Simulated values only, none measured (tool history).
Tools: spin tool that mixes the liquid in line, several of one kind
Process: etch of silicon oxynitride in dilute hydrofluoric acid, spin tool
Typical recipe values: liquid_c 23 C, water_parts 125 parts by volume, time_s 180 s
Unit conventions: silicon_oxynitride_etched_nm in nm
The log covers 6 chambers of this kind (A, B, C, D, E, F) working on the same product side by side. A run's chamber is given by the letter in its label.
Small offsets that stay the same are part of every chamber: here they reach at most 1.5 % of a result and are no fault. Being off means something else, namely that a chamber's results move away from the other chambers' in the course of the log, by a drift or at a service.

run   hour  liquid_c  water_parts  time_s  hours since the thermometer was replaced  hours since the hydrofluoric acid flow meter was replaced  read-back film thickness of the silicon oxynitride reference wafer, read on the same gauge (nm)  silicon_oxynitride_etched_nm
 1D    8.2        23          125     180                                     122.2                                                      356.8                                                                                           120.00                        6.2161
 2A   14.3        23          125     180                                    1600.8                                                      697.3                                                                                           120.00                        6.4034
 3C   19.6        23          125     180                                     193.2                                                     1182.5                                                                                           119.99                        6.2973
 4F   25.3        23          125     180                                     126.0                                                      145.3                                                                                           120.01                        6.3717
 5E   29.9        23          125     180                                     390.2                                                      261.4                                                                                           119.99                        6.3353
 6B   34.5        23          125     180                                    1257.6                                                      298.5                                                                                           119.99                        6.4590
 7C   39.5        23          125     180                                     213.1                                                     1202.4                                                                                           119.96                        6.3119
 8A   46.1        23          125     180                                    1632.6                                                      729.1                                                                                           120.00                        6.3727
 9E   52.7        23          125     180                                     413.0                                                      284.2                                                                                           119.97                        6.1213
10B   59.0        23          125     180                                    1282.1                                                      323.0                                                                                           120.04                        6.3381
11F   63.9        23          125     180                                     164.6                                                      183.9                                                                                           120.00                        6.4532
12D   71.4        23          125     180                                     185.4                                                      420.0                                                                                           120.03                        6.2837
13A   78.4        23          125     180                                    1664.9                                                      761.4                                                                                           120.03                        6.3375
14B   82.2        23          125     180                                    1305.3                                                      346.2                                                                                           120.03                        6.4360
15C   86.1        23          125     180                                     259.7                                                     1249.0                                                                                           119.99                        6.2942
16D   92.3        23          125     180                                     206.3                                                      440.9                                                                                           120.01                        6.1911
17E   98.3        23          125     180                                     458.6                                                      329.8                                                                                           120.00                        6.1889
18F  106.0        23          125     180                                     206.7                                                      226.0                                                                                           119.99                        6.2138
19C  109.9        23          125     180                                     283.5                                                     1272.8                                                                                           120.00                        6.2756
20A  114.0        23          125     180                                    1700.5                                                      797.0                                                                                           120.01                        6.3495
21F  119.4        23          125     180                                     220.1                                                      239.4                                                                                           120.00                        6.2663
22D  127.2        23          125     240                                     241.2                                                      475.8                                                                                           119.99                        8.3452
23B  132.4        23          125     240                                    1355.5                                                      396.4                                                                                           119.98                        8.5003
24E  139.2        23          125     240                                     499.5                                                      370.7                                                                                           119.99                        7.8360
25F  144.6        23          125     240                                     245.3                                                      264.6                                                                                           120.02                        8.4995
26C  151.8        23          125     240                                     325.4                                                     1314.7                                                                                           119.99                        8.3181
27A  157.8        23          125     240                                    1744.3                                                      840.8                                                                                           119.99                        8.4079
28D  165.7        23          125     180                                     279.7                                                      514.3                                                                                           120.00                        6.2184
29E  171.9        23          125     180                                     532.2                                                      403.4                                                                                           119.99                        5.9243
30B  176.8        23          125     180                                    1399.9                                                      440.8                                                                                           119.97                        6.3715
31A  180.4        23          125     180                                    1766.9                                                      863.4                                                                                           120.03                        6.3440
32C  187.8        23          125     180                                     361.4                                                     1350.7                                                                                           120.03                        6.2231
     191.1  -- chamber E: hydrofluoric acid flow meter replaced
33D  192.1        23          125     180                                     306.1                                                      540.7                                                                                           119.99                        6.2700
34E  198.0        23          125     180                                     558.3                                                        7.0                                                                                           120.01                        5.8439
35F  203.1        23          125     180                                     303.8                                                      323.1                                                                                           120.01                        6.3038
36B  208.6        23          105     230                                    1431.7                                                      472.6                                                                                           120.00                       10.0040
37C  212.2        23          105     230                                     385.8                                                     1375.1                                                                                           120.00                        9.6623

Predict what each chamber gives when all 6 of them run the settings below next.
38A  218.2        23          125     225                                                                                                                                                                                                                                   ?
38B  218.2        23          125     225                                                                                                                                                                                                                                   ?
38C  218.2        23          125     225                                                                                                                                                                                                                                   ?
38D  218.2        23          125     225                                                                                                                                                                                                                                   ?
38E  218.2        23          125     225                                                                                                                                                                                                                                   ?
38F  218.2        23          125     225                                                                                                                                                                                                                                   ?

run  silicon_oxynitride_etched_nm
38A                        7.9531
38B                        7.9648
38C                        7.7747
38D                        7.8163
38E                        7.2300
38F                        7.8817

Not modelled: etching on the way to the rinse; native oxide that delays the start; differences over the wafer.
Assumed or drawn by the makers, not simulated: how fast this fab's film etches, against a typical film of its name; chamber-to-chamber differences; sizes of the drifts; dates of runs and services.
